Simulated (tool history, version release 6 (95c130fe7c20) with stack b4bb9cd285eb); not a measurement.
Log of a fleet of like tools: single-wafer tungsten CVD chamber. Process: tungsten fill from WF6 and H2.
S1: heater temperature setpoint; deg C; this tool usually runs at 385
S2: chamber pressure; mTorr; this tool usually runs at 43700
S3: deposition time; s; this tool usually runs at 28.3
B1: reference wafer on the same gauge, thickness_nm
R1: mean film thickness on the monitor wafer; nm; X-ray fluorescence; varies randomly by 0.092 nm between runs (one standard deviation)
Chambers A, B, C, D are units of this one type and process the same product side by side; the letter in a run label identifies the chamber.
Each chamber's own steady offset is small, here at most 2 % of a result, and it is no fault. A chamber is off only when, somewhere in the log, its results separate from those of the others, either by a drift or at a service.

run   hour   S1     S2    S3      B1       R1
 1C    6.3  385  43700  28.3  84.997   73.383
 2A   12.1  385  43700  28.3  84.970   73.484
      16.3  -- chamber D: capacitance manometer re-zeroed and calibrated
 3D   19.8  385  43700  28.3  84.962   74.691
 4B   29.1  385  43700  28.3  84.929   73.525
 5B   35.6  385  43700  28.3  84.927   73.626
 6D   43.6  385  43700  28.3  84.894   74.704
 7C   52.9  385  43700  28.3  84.905   73.131
      57.9  -- chamber C: capacitance manometer re-zeroed and calibrated
 8A   60.1  385  43700  28.3  84.864   73.265
 9A   68.7  385  43700  28.3  84.813   73.449
10D   74.6  385  43700  28.3  84.853   74.690
11B   82.4  385  43700  28.3  84.825   73.387
12C   89.1  385  43700  28.3  84.819   73.187
13A   95.2  385  43700  23.6  84.785   60.960
14D  103.5  385  43700  23.6  84.757   62.138
15C  112.7  385  43700  23.6  84.773   60.890
16B  118.5  385  43700  23.6  84.761   61.234
17B  126.4  385  43700  28.3  84.713   73.493
18A  131.0  385  43700  28.3  84.740   73.140
19C  138.5  399  51300  28.3  84.681  102.980
20D  144.6  399  51300  28.3  84.663  105.190
21D  152.3  399  51300  28.3  84.664  105.240
22A  157.5  399  51300  28.3  84.681  103.240
23B  164.4  385  43700  28.3  84.667   73.417
24C  170.3  385  43700  28.3  84.633   72.934
25D  177.2  385  43700  28.3  84.608   74.540
26B  182.3  385  43700  28.3  84.585   73.346
27C  189.3  385  43700  28.3  84.570   73.082
     194.7  -- chamber A: thermocouple changed; heater temperature recalibrated
28A  194.9  385  43700  28.3  84.567   73.045

For the next run the whole fleet of 4 chambers uses the same settings. Give each chamber's results:
29A  201.6  385  34300  28.3       ?
29B  201.6  385  34300  28.3       ?
29C  201.6  385  34300  28.3       ?
29D  201.6  385  34300  28.3       ?

run      R1
29A  64.937
29B  65.487
29C  65.317
29D  66.517

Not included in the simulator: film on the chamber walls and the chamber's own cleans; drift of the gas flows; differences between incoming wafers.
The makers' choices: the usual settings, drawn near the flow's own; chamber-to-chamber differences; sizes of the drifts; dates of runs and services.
